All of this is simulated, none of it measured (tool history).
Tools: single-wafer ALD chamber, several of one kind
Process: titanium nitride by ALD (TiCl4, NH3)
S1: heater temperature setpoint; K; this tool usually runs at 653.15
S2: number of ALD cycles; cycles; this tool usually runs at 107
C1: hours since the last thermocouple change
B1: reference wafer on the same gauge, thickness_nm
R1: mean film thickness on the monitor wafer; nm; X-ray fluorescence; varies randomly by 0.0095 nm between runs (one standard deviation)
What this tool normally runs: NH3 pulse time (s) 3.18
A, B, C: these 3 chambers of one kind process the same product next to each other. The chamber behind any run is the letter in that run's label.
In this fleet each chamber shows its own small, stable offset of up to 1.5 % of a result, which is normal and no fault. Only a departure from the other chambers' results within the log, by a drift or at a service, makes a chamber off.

Run 1A, hour 4.7: usual settings; C1 396.9; B1 2.7723. Result: R1 2.3917 nm.
Run 2C, hour 10.3: usual settings; C1 835.7; B1 2.7723. Result: R1 2.3811 nm.
Run 3B, hour 15.9: usual settings; C1 199.2; B1 2.7668. Result: R1 2.3879 nm.
Run 4A, hour 21.3: usual settings; C1 413.5; B1 2.7702. Result: R1 2.3955 nm.
Run 5C, hour 27: usual settings but S2 89 cycles; C1 852.4; B1 2.773. Result: R1 1.9988 nm.
Run 6B, hour 30.1: usual settings but S2 89 cycles; C1 213.4; B1 2.7694. Result: R1 1.9918 nm.
Run 7B, hour 36.2: usual settings but S2 89 cycles; C1 219.5; B1 2.7722. Result: R1 1.987 nm.
Run 8C, hour 39.1: usual settings; C1 864.5; B1 2.7724. Result: R1 2.385 nm.
Run 9A, hour 43.6: usual settings; C1 435.8; B1 2.7715. Result: R1 2.4108 nm.
Run 10B, hour 47.8: usual settings; C1 231.1; B1 2.769. Result: R1 2.3918 nm.
Run 11C, hour 50.6: usual settings; C1 876; B1 2.7719. Result: R1 2.4037 nm.
Run 12A, hour 54.2: usual settings; C1 446.4; B1 2.7715. Result: R1 2.3907 nm.
Run 13B, hour 57.5: usual settings; C1 240.8; B1 2.77. Result: R1 2.4074 nm.
Run 14C, hour 60.7: usual settings; C1 886.1; B1 2.771. Result: R1 2.3872 nm.
Run 15A, hour 64.8: usual settings; C1 457; B1 2.7715. Result: R1 2.4022 nm.
Run 16C, hour 69.8: usual settings; C1 895.2; B1 2.7677. Result: R1 2.3848 nm.
Run 17A, hour 75.8: usual settings; C1 468; B1 2.7674. Result: R1 2.4078 nm.
Run 18B, hour 79.3: usual settings; C1 262.6; B1 2.7715. Result: R1 2.3904 nm.
Run 19B, hour 83.5: usual settings; C1 266.8; B1 2.7701. Result: R1 2.3895 nm.
Run 20C, hour 86.3: usual settings; C1 911.7; B1 2.7719. Result: R1 2.3924 nm.
Run 21A, hour 89.8: usual settings but S2 97 cycles, NH3 pulse time (s) 2; C1 482; B1 2.7733. Result: R1 2.1281 nm.
Run 22A, hour 94.3: usual settings but S2 97 cycles, NH3 pulse time (s) 2; C1 486.5; B1 2.7708. Result: R1 2.126 nm.

One chamber off, gauge drift, or nothing amiss beyond the chambers' own small offsets? If it is a chamber, which one, and what is the likeliest cause?

Neither any chamber nor the gauge drifts; the chambers differ only by their own small, steady offsets.
